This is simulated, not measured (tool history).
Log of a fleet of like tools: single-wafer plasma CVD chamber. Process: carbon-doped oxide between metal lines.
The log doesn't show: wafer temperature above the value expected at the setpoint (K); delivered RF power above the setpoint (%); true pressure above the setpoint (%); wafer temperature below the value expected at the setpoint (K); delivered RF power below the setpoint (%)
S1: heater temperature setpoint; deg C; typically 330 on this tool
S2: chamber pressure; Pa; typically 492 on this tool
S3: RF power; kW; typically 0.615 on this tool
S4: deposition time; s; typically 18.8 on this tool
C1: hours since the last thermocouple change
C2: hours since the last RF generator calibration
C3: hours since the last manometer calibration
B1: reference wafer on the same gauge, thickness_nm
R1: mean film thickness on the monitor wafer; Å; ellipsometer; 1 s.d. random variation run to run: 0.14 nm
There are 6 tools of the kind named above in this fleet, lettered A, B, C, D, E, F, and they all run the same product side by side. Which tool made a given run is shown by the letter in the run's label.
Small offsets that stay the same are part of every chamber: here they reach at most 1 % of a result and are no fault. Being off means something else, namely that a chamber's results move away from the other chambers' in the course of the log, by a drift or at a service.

run 1E day=0.217 | S1=330 S2=492 S3=0.615 S4=18.8 | C1=841.5 C2=1776.5 C3=910.9 | B1=102.99 | R1=1123
run 2C day=0.396 | S1=330 S2=492 S3=0.615 S4=18.8 | C1=887.6 C2=1070.6 C3=1615.9 | B1=103.03 | R1=1123.2
run 3D day=0.6 | S1=330 S2=492 S3=0.615 S4=18.8 | C1=460.4 C2=61.4 C3=1138.1 | B1=102.97 | R1=1122.5
run 4A day=0.896 | S1=330 S2=492 S3=0.615 S4=18.8 | C1=760.2 C2=247.7 C3=1785.4 | B1=102.97 | R1=1129.5
run 5B day=1.162 | S1=330 S2=492 S3=0.615 S4=18.8 | C1=1356.6 C2=535.1 C3=701.4 | B1=102.95 | R1=1120
run 6F day=1.471 | S1=321 S2=492 S3=0.615 S4=17.2 | C1=967.3 C2=301.9 C3=587.7 | B1=102.94 | R1=1073.5
run 7F day=1.654 | S1=321 S2=492 S3=0.615 S4=17.2 | C1=971.7 C2=306.3 C3=592.1 | B1=102.91 | R1=1075.4
run 8E day=1.808 | S1=321 S2=492 S3=0.615 S4=17.2 | C1=879.7 C2=1814.7 C3=949.1 | B1=102.9 | R1=1062.7
run 9A day=1.958 | S1=321 S2=492 S3=0.615 S4=17.2 | C1=785.7 C2=273.2 C3=1810.9 | B1=102.9 | R1=1069
run 10D day=2.217 | S1=321 S2=492 S3=0.615 S4=17.2 | C1=499.2 C2=100.2 C3=1176.9 | B1=102.89 | R1=1060.5
run 11C day=2.517 | S1=321 S2=492 S3=0.615 S4=17.2 | C1=938.5 C2=1121.5 C3=1666.8 | B1=102.85 | R1=1062.6
run 12B day=2.688 | S1=330 S2=492 S3=0.615 S4=18.8 | C1=1393.2 C2=571.7 C3=738 | B1=102.86 | R1=1118.9
run 13B day=2.838 | S1=330 S2=492 S3=0.615 S4=18.8 | C1=1396.8 C2=575.3 C3=741.6 | B1=102.85 | R1=1120.6
run 14D day=3.121 | S1=330 S2=492 S3=0.615 S4=18.8 | C1=520.9 C2=121.9 C3=1198.6 | B1=102.89 | R1=1120.9
run 15C day=3.275 | S1=330 S2=543 S3=0.615 S4=18.8 | C1=956.7 C2=1139.7 C3=1685 | B1=102.83 | R1=1133.5
run 16E day=3.542 | S1=330 S2=543 S3=0.615 S4=18.8 | C1=921.3 C2=1856.3 C3=990.7 | B1=102.82 | R1=1135.7
run 17F day=3.717 | S1=330 S2=543 S3=0.615 S4=18.8 | C1=1021.2 C2=355.8 C3=641.6 | B1=102.81 | R1=1143
run 18A day=4.054 | S1=330 S2=543 S3=0.615 S4=18.8 | C1=836 C2=323.5 C3=1861.2 | B1=102.76 | R1=1145
run 19A day=4.3 | S1=330 S2=543 S3=0.615 S4=18.8 | C1=841.9 C2=329.4 C3=1867.1 | B1=102.79 | R1=1142.1
run 20C day=4.5 | S1=330 S2=543 S3=0.615 S4=18.8 | C1=986.1 C2=1169.1 C3=1714.4 | B1=102.79 | R1=1133
run 21F day=4.796 | S1=330 S2=492 S3=0.615 S4=18.8 | C1=1047.1 C2=381.7 C3=667.5 | B1=102.73 | R1=1130.1
run 22E day=5.092 | S1=330 S2=492 S3=0.615 S4=18.8 | C1=958.5 C2=1893.5 C3=1027.9 | B1=102.75 | R1=1122.4
run 23B day=5.342 | S1=330 S2=492 S3=0.615 S4=18.8 | C1=1456.9 C2=635.4 C3=801.7 | B1=102.72 | R1=1119.5
-- day=5.55 chamber B: thermocouple changed; heater temperature recalibrated
run 24D day=5.646 | S1=330 S2=492 S3=0.615 S4=18.8 | C1=581.5 C2=182.5 C3=1259.2 | B1=102.73 | R1=1121.6
run 25F day=5.933 | S1=330 S2=492 S3=0.615 S4=18.8 | C1=1074.4 C2=409 C3=694.8 | B1=102.7 | R1=1131.5
-- day=6.104 chamber D: capacitance manometer re-zeroed and calibrated
run 26D day=6.146 | S1=330 S2=535 S3=0.685 S4=18.8 | C1=593.5 C2=194.5 C3=1 | B1=102.69 | R1=1207.7
run 27C day=6.358 | S1=330 S2=535 S3=0.685 S4=18.8 | C1=1030.7 C2=1213.7 C3=1759 | B1=102.68 | R1=1206.7
run 28E day=6.562 | S1=330 S2=535 S3=0.685 S4=18.8 | C1=993.8 C2=1928.8 C3=1063.2 | B1=102.66 | R1=1210.5
run 29A day=6.717 | S1=330 S2=535 S3=0.685 S4=18.8 | C1=899.9 C2=387.4 C3=1925.1 | B1=102.67 | R1=1217.3
run 30B day=7 | S1=330 S2=535 S3=0.685 S4=18.8 | C1=34.9 C2=675.2 C3=841.5 | B1=102.65 | R1=1203.9
-- day=7.267 chamber E: thermocouple changed; heater temperature recalibrated
run 31E day=7.325 | S1=330 S2=535 S3=0.685 S4=18.8 | C1=1.5 C2=1947.1 C3=1081.5 | B1=102.63 | R1=1208.7
-- day=7.354 chamber C: capacitance manometer re-zeroed and calibrated
run 32F day=7.6 | S1=330 S2=492 S3=0.615 S4=18.8 | C1=1114.4 C2=449 C3=734.8 | B1=102.61 | R1=1130.4
run 33C day=7.796 | S1=330 S2=492 S3=0.615 S4=18.8 | C1=1065.2 C2=1248.2 C3=10.7 | B1=102.58 | R1=1120.3
run 34D day=8.096 | S1=330 S2=492 S3=0.615 S4=18.8 | C1=640.3 C2=241.3 C3=47.8 | B1=102.57 | R1=1120
run 35A day=8.317 | S1=330 S2=492 S3=0.615 S4=18.8 | C1=938.3 C2=425.8 C3=1963.5 | B1=102.55 | R1=1127.2
run 36B day=8.517 | S1=330 S2=492 S3=0.615 S4=18.8 | C1=71.3 C2=711.6 C3=877.9 | B1=102.56 | R1=1118.4
run 37A day=8.833 | S1=330 S2=492 S3=0.615 S4=18.8 | C1=950.7 C2=438.2 C3=1975.9 | B1=102.58 | R1=1126.4
run 38C day=9.079 | S1=330 S2=492 S3=0.615 S4=18.8 | C1=1096 C2=1279 C3=41.5 | B1=102.52 | R1=1118.2
run 39D day=9.325 | S1=330 S2=492 S3=0.615 S4=18.8 | C1=669.8 C2=270.8 C3=77.3 | B1=102.5 | R1=1117.1
run 40E day=9.542 | S1=330 S2=492 S3=0.615 S4=18.8 | C1=54.7 C2=2000.3 C3=1134.7 | B1=102.55 | R1=1118.5
run 41B day=9.729 | S1=330 S2=608 S3=0.615 S4=15.8 | C1=100.4 C2=740.7 C3=907 | B1=102.48 | R1=968.49
run 42F day=9.938 | S1=330 S2=608 S3=0.615 S4=15.8 | C1=1170.5 C2=505.1 C3=790.9 | B1=102.48 | R1=977.16
run 43F day=10.138 | S1=330 S2=608 S3=0.615 S4=15.8 | C1=1175.3 C2=509.9 C3=795.7 | B1=102.49 | R1=978.36
run 44E day=10.325 | S1=330 S2=608 S3=0.615 S4=15.8 | C1=73.5 C2=2019.1 C3=1153.5 | B1=102.5 | R1=968.06

Each of the 6 chambers runs these same settings next. Fill in every chamber's results:
run 45A day=10.567 | S1=330 S2=492 S3=0.615 S4=18.8 | R1=?
run 45B day=10.567 | S1=330 S2=492 S3=0.615 S4=18.8 | R1=?
run 45C day=10.567 | S1=330 S2=492 S3=0.615 S4=18.8 | R1=?
run 45D day=10.567 | S1=330 S2=492 S3=0.615 S4=18.8 | R1=?
run 45E day=10.567 | S1=330 S2=492 S3=0.615 S4=18.8 | R1=?
run 45F day=10.567 | S1=330 S2=492 S3=0.615 S4=18.8 | R1=?

run=45A R1=1123.3
run=45B R1=1115.9
run=45C R1=1115.5
run=45D R1=1118.4
run=45E R1=1116.8
run=45F R1=1128
